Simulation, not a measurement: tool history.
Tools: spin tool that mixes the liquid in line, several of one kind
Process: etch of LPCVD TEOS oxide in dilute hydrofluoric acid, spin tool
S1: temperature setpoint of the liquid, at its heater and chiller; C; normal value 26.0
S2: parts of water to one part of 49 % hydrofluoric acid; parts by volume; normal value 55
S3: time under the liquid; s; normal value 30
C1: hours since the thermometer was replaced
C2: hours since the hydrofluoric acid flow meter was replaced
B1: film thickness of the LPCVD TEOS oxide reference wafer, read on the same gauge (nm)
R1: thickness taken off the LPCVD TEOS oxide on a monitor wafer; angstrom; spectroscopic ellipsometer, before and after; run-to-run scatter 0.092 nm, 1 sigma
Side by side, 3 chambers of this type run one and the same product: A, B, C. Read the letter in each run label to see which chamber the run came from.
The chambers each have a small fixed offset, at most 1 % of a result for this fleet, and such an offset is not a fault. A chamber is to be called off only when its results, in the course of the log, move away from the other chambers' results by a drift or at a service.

run 1A day=0.208 | S1=26.0 S2=55 S3=30 | C1=1875.6 C2=1023.3 | B1=90.010 | R1=159.250
run 2C day=0.529 | S1=26.0 S2=55 S3=30 | C1=2902.3 C2=320.6 | B1=89.986 | R1=155.630
run 3B day=0.842 | S1=26.0 S2=55 S3=30 | C1=1884.6 C2=215.9 | B1=89.987 | R1=158.250
run 4B day=1.138 | S1=26.0 S2=55 S3=30 | C1=1891.7 C2=223.0 | B1=90.014 | R1=159.140
run 5C day=1.317 | S1=26.0 S2=55 S3=30 | C1=2921.2 C2=339.5 | B1=90.004 | R1=155.770
run 6A day=1.562 | S1=26.0 S2=55 S3=30 | C1=1908.1 C2=1055.8 | B1=89.998 | R1=159.320
run 7B day=1.746 | S1=26.0 S2=55 S3=30 | C1=1906.3 C2=237.6 | B1=90.045 | R1=157.340
run 8C day=1.925 | S1=26.0 S2=55 S3=30 | C1=2935.8 C2=354.1 | B1=89.981 | R1=154.680
-- day=2.208 chamber A: hydrofluoric acid flow meter replaced
run 9A day=2.221 | S1=26.0 S2=55 S3=30 | C1=1923.9 C2=0.3 | B1=90.025 | R1=158.200
run 10B day=2.462 | S1=26.0 S2=55 S3=30 | C1=1923.5 C2=254.8 | B1=89.994 | R1=157.190
run 11C day=2.608 | S1=30.5 S2=65 S3=30 | C1=2952.2 C2=370.5 | B1=89.975 | R1=155.370
run 12A day=2.879 | S1=30.5 S2=65 S3=30 | C1=1939.7 C2=16.1 | B1=89.992 | R1=158.840
run 13A day=3.142 | S1=30.5 S2=65 S3=30 | C1=1946.0 C2=22.4 | B1=90.013 | R1=157.980
run 14B day=3.408 | S1=24.5 S2=55 S3=45 | C1=1946.2 C2=277.5 | B1=90.026 | R1=220.730
run 15C day=3.675 | S1=24.5 S2=55 S3=45 | C1=2977.8 C2=396.1 | B1=89.964 | R1=220.110
run 16B day=3.979 | S1=24.5 S2=55 S3=45 | C1=1959.9 C2=291.2 | B1=89.974 | R1=221.010
run 17A day=4.250 | S1=26.0 S2=55 S3=30 | C1=1972.6 C2=49.0 | B1=90.044 | R1=157.040
run 18C day=4.404 | S1=26.0 S2=55 S3=30 | C1=2995.3 C2=413.6 | B1=89.993 | R1=157.180
run 19A day=4.675 | S1=26.0 S2=55 S3=30 | C1=1982.8 C2=59.2 | B1=89.991 | R1=158.190
run 20B day=4.938 | S1=26.0 S2=55 S3=30 | C1=1982.9 C2=314.2 | B1=90.019 | R1=157.140
run 21C day=5.138 | S1=26.0 S2=55 S3=30 | C1=3012.9 C2=431.2 | B1=89.999 | R1=155.830
run 22C day=5.392 | S1=26.0 S2=55 S3=30 | C1=3019.0 C2=437.3 | B1=90.029 | R1=156.330
run 23A day=5.625 | S1=28.0 S2=55 S3=25 | C1=2005.6 C2=82.0 | B1=89.969 | R1=144.360
run 24B day=5.833 | S1=28.0 S2=55 S3=25 | C1=2004.4 C2=335.7 | B1=89.997 | R1=141.680
run 25C day=6.104 | S1=28.0 S2=55 S3=25 | C1=3036.1 C2=454.4 | B1=90.018 | R1=140.930
run 26A day=6.425 | S1=26.0 S2=55 S3=30 | C1=2024.8 C2=101.2 | B1=89.959 | R1=159.300
run 27B day=6.675 | S1=26.0 S2=55 S3=30 | C1=2024.6 C2=355.9 | B1=89.987 | R1=156.280
run 28A day=6.975 | S1=28.0 S2=55 S3=30 | C1=2038.0 C2=114.4 | B1=90.023 | R1=172.080
run 29C day=7.275 | S1=28.0 S2=55 S3=30 | C1=3064.2 C2=482.5 | B1=89.988 | R1=168.890
run 30B day=7.508 | S1=28.0 S2=55 S3=30 | C1=2044.6 C2=375.9 | B1=90.001 | R1=170.360
run 31C day=7.762 | S1=26.0 S2=55 S3=30 | C1=3075.9 C2=494.2 | B1=90.016 | R1=157.110
run 32A day=7.921 | S1=26.0 S2=55 S3=15 | C1=2060.7 C2=137.1 | B1=90.025 | R1=79.316
run 33B day=8.075 | S1=26.0 S2=55 S3=15 | C1=2058.2 C2=389.5 | B1=90.015 | R1=78.442
run 34B day=8.342 | S1=26.0 S2=55 S3=15 | C1=2064.6 C2=395.9 | B1=90.015 | R1=77.945
-- day=8.542 chamber C: thermometer replaced
run 35A day=8.600 | S1=28.0 S2=55 S3=30 | C1=2077.0 C2=153.4 | B1=90.006 | R1=172.270
run 36C day=8.775 | S1=28.0 S2=55 S3=30 | C1=5.7 C2=518.5 | B1=89.991 | R1=167.130
run 37C day=8.929 | S1=28.0 S2=55 S3=30 | C1=9.4 C2=522.2 | B1=89.995 | R1=167.110
run 38A day=9.183 | S1=26.0 S2=55 S3=30 | C1=2091.0 C2=167.4 | B1=90.040 | R1=160.150
run 39B day=9.504 | S1=26.0 S2=55 S3=30 | C1=2092.5 C2=423.8 | B1=90.019 | R1=156.440
run 40B day=9.742 | S1=26.0 S2=55 S3=30 | C1=2098.2 C2=429.5 | B1=90.006 | R1=156.540

Next, every chamber runs the same settings. What will each give?
run 41A day=9.983 | S1=26.0 S2=35 S3=30 | R1=?
run 41B day=9.983 | S1=26.0 S2=35 S3=30 | R1=?
run 41C day=9.983 | S1=26.0 S2=35 S3=30 | R1=?

run=41A R1=256.110
run=41B R1=256.370
run=41C R1=252.570
